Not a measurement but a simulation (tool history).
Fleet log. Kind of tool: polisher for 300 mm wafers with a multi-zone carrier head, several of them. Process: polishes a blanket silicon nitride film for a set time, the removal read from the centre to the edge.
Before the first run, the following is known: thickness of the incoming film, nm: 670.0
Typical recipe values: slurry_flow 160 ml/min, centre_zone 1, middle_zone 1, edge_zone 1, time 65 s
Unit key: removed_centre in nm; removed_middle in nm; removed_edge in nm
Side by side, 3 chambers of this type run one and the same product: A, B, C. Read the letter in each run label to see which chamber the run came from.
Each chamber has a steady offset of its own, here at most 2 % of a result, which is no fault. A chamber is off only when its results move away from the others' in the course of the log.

run	hour	slurry_flow	centre_zone	middle_zone	edge_zone	time	wafers polished on this pad	hours since the slurry nozzle was cleaned	hours since the centre zone pressure was calibrated	hours since the edge zone pressure was calibrated	removed_centre	removed_middle	removed_edge
1C	13.4	160	1	1	1	65	531	139.5	417.7	295.3	92.951	90.809	89.815
2A	24	160	1	1	1	65	889	37.4	370.8	659	92.375	91.14	92.692
3B	38.6	160	1	1	1	65	718	129.2	1281.3	173.5	90.856	91.892	93.084
# hour 41.5: chamber A: worn pad replaced by a new one
# hour 43.1: chamber C: worn pad replaced by a new one
4A	45.5	160	1	1	1	65	41	58.9	392.3	680.5	93.905	94.124	93.81
5C	57.7	160	1	1	1	65	149	183.8	462	339.6	92.113	93.35	90.703
# hour 63.8: chamber B: worn pad replaced by a new one
6B	70.5	160	1	1	1	65	68	161.1	1313.2	205.4	92.549	93.254	93.043
7C	77.7	160	1	1	1	65	352	203.8	482	359.6	93.854	91.514	90.566
# hour 83.1: chamber B: centre zone pressure recalibrated
8A	88.2	195	1	1	1	65	475	101.6	435	723.2	96.377	95.207	94.145
9B	97.6	195	1	1	1	65	344	188.2	14.6	232.5	94.776	94.695	93.812
10C	108.5	195	1	1	1	65	665	234.6	512.8	390.4	95.887	96.307	92.923
11B	122.1	160	1	1	1	65	593	212.7	39.1	257	91.866	92.655	91.785
# hour 129: chamber C: worn pad replaced by a new one
12A	136	125	1	1	1.07	65	961	149.4	482.8	771	87.941	88.067	92.442
# hour 139.7: chamber A: centre zone pressure recalibrated
13B	143.2	125	1	1	1.07	65	807	233.8	60.2	278.1	87.013	86.845	90.765
# hour 145.6: chamber A: worn pad replaced by a new one
# hour 150.4: chamber B: worn pad replaced by a new one
14C	153	125	1	1	1.07	65	243	279.1	557.3	434.9	87.338	89.276	90.268
# hour 155.2: chamber C: centre zone pressure recalibrated
15A	159.7	160	1	1	1	65	143	173.1	20.1	794.7	92.888	91.813	92.863
16C	166.4	160	1	1	1	65	380	292.5	11.3	448.3	82.231	94.301	91.695
17A	179.6	160	1	1	1	65	345	193	40	814.6	93.902	92.931	92.587
18B	192.6	160	1	1	1	65	429	283.2	109.6	327.5	91.244	91.746	92.882
19A	206.7	160	1	1	1	65	621	220.1	67.1	841.7	93.353	92.817	93.925
# hour 215.4: chamber C: worn pad replaced by a new one
20B	221.1	160	1	1	1	65	719	311.7	138.1	356	92.137	91.419	91.914
21C	228	160	1	1	1	65	128	354.1	72.9	509.9	81.131	92.984	90.7
# hour 232.6: chamber A: worn pad replaced by a new one
# hour 237: chamber C: slurry nozzle cleaned
# hour 239.7: chamber B: worn pad replaced by a new one
22C	240.9	160	1	1	1	65	259	4	85.8	522.8	82.428	92.672	90.44
23B	249.4	160	1	1	1	65	99	340	166.4	384.3	93.24	90.949	93.076
24A	262.7	160	1	1	1	65	306	276.1	123.1	897.7	91.54	92.183	93.108
25C	275	160	0.92	1.06	1	65	605	38.1	119.9	556.9	75.57	97.761	90.394
# hour 284.4: chamber C: worn pad replaced by a new one
26B	288.8	160	0.92	1.06	1	65	499	379.4	205.8	423.7	83.895	96.908	93.266
27A	297.7	160	0.92	1.06	1	65	662	311.1	158.1	932.7	86.028	97.15	91.796
28A	305.3	160	1	1	1	65	739	318.7	165.7	940.3	93.077	91.562	93.265
# hour 311.7: chamber A: worn pad replaced by a new one
29B	316.5	160	1	1	1	65	780	407.1	233.5	451.4	92.124	91.133	92.081
30C	325.2	160	1	1	1	65	415	88.3	170.1	607.1	82.105	94.299	90.909
# hour 334.3: chamber B: worn pad replaced by a new one
31C	337.3	160	1	1	1	65	538	100.4	182.2	619.2	82.954	91.525	90.987
32A	346.1	200	1.08	1	1	65	350	359.5	206.5	981.1	104.65	95.319	95.402
33B	358.2	200	1.08	1	1	65	242	448.8	275.2	493.1	104.3	95.463	95.579
34A	367.1	200	1.08	1	1	65	563	380.5	227.5	1002.1	106.51	97.056	95.194
# hour 373.9: chamber C: worn pad replaced by a new one
35C	381.3	160	1	1	1	65	75	144.4	226.2	663.2	82.981	92.123	90.962
36B	388.5	160	1	1	1	65	550	479.1	305.5	523.4	92.203	91.964	92.021
37A	395.8	160	1	1	1	65	855	409.2	256.2	1030.8	92.313	93.095	93.323
38B	403.3	160	1	1	1	65	701	493.9	320.3	538.2	90.025	91.105	92.741

Is one chamber off against the others, does the gauge drift, or is nothing wrong? If a chamber is off, say which, and what the likeliest cause is.

Chamber C has stood off from the others ever since a service on it.
What lies behind it: centre zone's pressure below its setpoint, % = 10.3.

Below are 4 candidate recipes for chamber C's next run, each the usual settings with a change, their results shown as question marks. Which of them brings C's results back in line with what the other chambers give on the usual settings?
Allowed miss from the other chambers' usual-settings mean, per result, to count as in line: removed_centre 3.1 nm; removed_middle 3.3 nm; removed_edge 2.8 nm
39C-1	414.2	155	0.93	1.04	1.01	64					?	?	?
39C-2	414.2	165	1.07	0.96	0.99	66					?	?	?
39C-3	414.2	155	0.88	1.06	1.02	63					?	?	?
39C-4	414.2	165	1.13	0.94	0.98	68					?	?	?

The mean the other chambers reach with the usual settings: removed_centre 92.23 nm; removed_middle 92.072 nm; removed_edge 92.909 nm
run	removed_centre	removed_middle	removed_edge
39C-1	75.028	94.303	89.797
39C-2	91.332	91.367	92.499
39C-3	69.476	94.482	88.822
39C-4	99.839	92.33	94.833
Change 39C-2 lands the chamber within the allowed miss of the other chambers.

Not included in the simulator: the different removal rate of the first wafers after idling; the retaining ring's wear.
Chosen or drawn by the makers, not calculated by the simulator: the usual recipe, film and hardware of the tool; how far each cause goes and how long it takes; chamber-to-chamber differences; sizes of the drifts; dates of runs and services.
